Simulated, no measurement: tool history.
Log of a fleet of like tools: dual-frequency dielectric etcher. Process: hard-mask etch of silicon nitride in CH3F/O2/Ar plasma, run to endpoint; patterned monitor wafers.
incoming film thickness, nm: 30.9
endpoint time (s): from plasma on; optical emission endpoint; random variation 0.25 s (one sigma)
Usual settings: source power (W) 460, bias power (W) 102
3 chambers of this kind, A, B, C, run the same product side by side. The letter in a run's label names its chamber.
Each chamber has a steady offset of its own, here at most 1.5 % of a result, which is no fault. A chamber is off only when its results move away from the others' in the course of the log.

Run 1C, hour 8.9: usual settings. Result: endpoint time (s) 37.177.
Run 2B, hour 14.3: usual settings. Result: endpoint time (s) 36.692.
Run 3A, hour 19.3: usual settings. Result: endpoint time (s) 37.138.
Run 4A, hour 28.7: usual settings. Result: endpoint time (s) 37.704.
Run 5B, hour 39: usual settings. Result: endpoint time (s) 37.49.
At hour 39.1: chamber A: wet clean of the chamber.
Run 6C, hour 48.3: usual settings. Result: endpoint time (s) 37.41.
Run 7B, hour 55.1: usual settings. Result: endpoint time (s) 37.385.
Run 8C, hour 62.7: usual settings. Result: endpoint time (s) 37.526.
Run 9A, hour 74.1: usual settings. Result: endpoint time (s) 37.509.
Run 10B, hour 85: usual settings. Result: endpoint time (s) 37.508.
Run 11A, hour 96.3: usual settings. Result: endpoint time (s) 37.271.
Run 12C, hour 101.7: usual settings. Result: endpoint time (s) 37.096.
Run 13B, hour 107.9: usual settings. Result: endpoint time (s) 36.664.
Run 14A, hour 114.5: usual settings. Result: endpoint time (s) 36.969.
Run 15C, hour 122.2: usual settings but source power (W) 560. Result: endpoint time (s) 34.313.
Run 16B, hour 129.4: usual settings but source power (W) 560. Result: endpoint time (s) 34.61.
Run 17C, hour 138.2: usual settings but source power (W) 560. Result: endpoint time (s) 34.616.
At hour 143.4: chamber B: bias power generator calibrated.
Run 18A, hour 145.7: usual settings. Result: endpoint time (s) 36.887.
Run 19A, hour 150.7: usual settings. Result: endpoint time (s) 37.29.
Run 20B, hour 159.9: usual settings. Result: endpoint time (s) 36.9.
Run 21C, hour 171.3: usual settings. Result: endpoint time (s) 36.795.
Run 22C, hour 177.5: usual settings. Result: endpoint time (s) 37.09.
Run 23B, hour 185.3: usual settings. Result: endpoint time (s) 37.246.
Run 24A, hour 193.3: usual settings. Result: endpoint time (s) 37.225.
Run 25B, hour 204.1: usual settings. Result: endpoint time (s) 36.929.
Run 26A, hour 213.3: usual settings. Result: endpoint time (s) 36.949.
Run 27C, hour 218.6: usual settings. Result: endpoint time (s) 37.16.
Run 28B, hour 229.2: usual settings. Result: endpoint time (s) 37.412.
Run 29A, hour 236.5: usual settings. Result: endpoint time (s) 37.231.
Run 30C, hour 244.9: usual settings. Result: endpoint time (s) 36.985.
At hour 249.7: chamber B: source power generator calibrated.
Run 31B, hour 252.3: usual settings. Result: endpoint time (s) 37.241.
At hour 257.1: chamber C: wet clean of the chamber.
Run 32C, hour 262.6: usual settings but source power (W) 410, bias power (W) 77. Result: endpoint time (s) 43.113.
Run 33A, hour 270.3: usual settings but source power (W) 410, bias power (W) 77. Result: endpoint time (s) 43.524.
Run 34C, hour 275.3: usual settings but source power (W) 410, bias power (W) 77. Result: endpoint time (s) 43.344.
Run 35B, hour 283.4: usual settings. Result: endpoint time (s) 37.153.
Run 36A, hour 289.4: usual settings. Result: endpoint time (s) 37.454.
Run 37B, hour 294.7: usual settings. Result: endpoint time (s) 37.092.
Run 38C, hour 301.1: usual settings. Result: endpoint time (s) 36.977.
Run 39A, hour 307.6: usual settings. Result: endpoint time (s) 36.981.
Run 40B, hour 318.6: usual settings. Result: endpoint time (s) 37.495.

Is one chamber off against the others, does the gauge drift, or is nothing wrong? If a chamber is off, say which, and what the likeliest cause is.

No chamber stands off beyond its own small offset, and the gauge holds steady.
